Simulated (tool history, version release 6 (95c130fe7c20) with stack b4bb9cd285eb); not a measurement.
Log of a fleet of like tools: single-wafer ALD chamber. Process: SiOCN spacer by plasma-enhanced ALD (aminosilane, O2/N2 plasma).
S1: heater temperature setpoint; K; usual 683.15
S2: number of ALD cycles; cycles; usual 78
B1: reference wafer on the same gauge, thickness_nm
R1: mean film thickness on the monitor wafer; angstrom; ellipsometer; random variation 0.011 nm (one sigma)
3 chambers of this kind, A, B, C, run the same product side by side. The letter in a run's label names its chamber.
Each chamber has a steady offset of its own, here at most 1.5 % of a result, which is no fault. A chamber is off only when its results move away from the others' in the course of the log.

| run | day | S1 | S2 | B1 | R1 |
|---|---|---|---|---|---|
| 1A | 0.233 | 683.15 | 78 | 5.0026 | 46.204 |
| 2B | 0.500 | 683.15 | 78 | 4.9983 | 45.387 |
| 3C | 0.867 | 683.15 | 78 | 5.0047 | 45.400 |
| 4B | 1.150 | 683.15 | 78 | 5.0000 | 45.328 |
| 5C | 1.346 | 683.15 | 78 | 4.9990 | 45.295 |
| 6A | 1.575 | 683.15 | 78 | 5.0007 | 46.120 |
| 7B | 1.829 | 683.15 | 78 | 5.0009 | 45.446 |
| 8C | 2.088 | 683.15 | 78 | 5.0012 | 45.339 |
| 9A | 2.379 | 693.15 | 91 | 4.9971 | 52.286 |
| 10A | 2.562 | 693.15 | 91 | 5.0003 | 52.104 |
| 11B | 2.875 | 693.15 | 91 | 4.9985 | 51.390 |
| 12C | 3.208 | 683.15 | 78 | 4.9978 | 45.396 |
| 13B | 3.508 | 683.15 | 78 | 5.0014 | 45.439 |
| 14C | 3.788 | 683.15 | 78 | 5.0011 | 45.409 |
| 15A | 4.129 | 683.15 | 78 | 5.0015 | 46.089 |
| 16A | 4.292 | 683.15 | 78 | 4.9984 | 45.989 |
| 17B | 4.588 | 683.15 | 78 | 4.9969 | 45.550 |
| 18C | 4.829 | 683.15 | 78 | 5.0006 | 45.203 |
| 19C | 5.179 | 675.15 | 88 | 5.0018 | 52.106 |
| 20A | 5.504 | 675.15 | 88 | 5.0002 | 53.416 |
| 21B | 5.696 | 675.15 | 88 | 5.0022 | 52.489 |
| 22C | 6.033 | 683.15 | 78 | 4.9982 | 44.991 |
| 23A | 6.358 | 669.15 | 85 | 4.9970 | 51.896 |
| 24B | 6.708 | 669.15 | 85 | 4.9997 | 50.770 |
| 25A | 6.962 | 669.15 | 85 | 4.9993 | 51.871 |
| 26C | 7.308 | 683.15 | 78 | 4.9985 | 45.049 |
| 27B | 7.562 | 683.15 | 78 | 4.9993 | 45.400 |
| 28A | 7.925 | 683.15 | 78 | 5.0023 | 46.165 |
| 29B | 8.217 | 670.15 | 89 | 4.9954 | 53.439 |
| 30C | 8.588 | 670.15 | 89 | 5.0011 | 53.480 |
| 31B | 8.875 | 670.15 | 89 | 4.9987 | 53.304 |
| 32C | 9.229 | 683.15 | 78 | 5.0000 | 44.928 |
| 33A | 9.496 | 683.15 | 78 | 4.9998 | 46.108 |
| 34B | 9.812 | 683.15 | 78 | 5.0011 | 45.371 |
| 35C | 10.175 | 683.15 | 78 | 4.9999 | 44.589 |
| 36A | 10.458 | 678.15 | 72 | 5.0019 | 43.270 |
| 37B | 10.642 | 678.15 | 72 | 4.9958 | 42.692 |
| 38A | 10.912 | 678.15 | 72 | 4.9997 | 43.305 |
| 39C | 11.275 | 683.15 | 78 | 5.0018 | 44.761 |
| 40B | 11.575 | 683.15 | 78 | 4.9985 | 45.464 |

Is one chamber off against the others, does the gauge drift, or is nothing wrong? If a chamber is off, say which, and what the likeliest cause is.

Chamber C drifts away from the others.
Cause: wafer temperature above the value expected at the setpoint (K) = 4.36.

Here are 4 candidates for chamber C's next run, each the usual settings with a change, their results left as question marks. Which one brings its results back in line with what the others give on the usual settings?
In line means no further than this from the other chambers' mean on the usual settings: R1 0.380 angstrom
| 41C-1 | 11.838 | 690.15 | 78 |  | ? |
| 41C-2 | 11.838 | 681.15 | 78 |  | ? |
| 41C-3 | 11.838 | 676.15 | 78 |  | ? |
| 41C-4 | 11.838 | 685.15 | 78 |  | ? |

The other chambers' mean on the usual settings: R1 45.761 angstrom
| run | R1 |
|---|---|
| 41C-1 | 43.660 |
| 41C-2 | 44.939 |
| 41C-3 | 45.650 |
| 41C-4 | 44.371 |
41C-3 brings the chamber back in line.
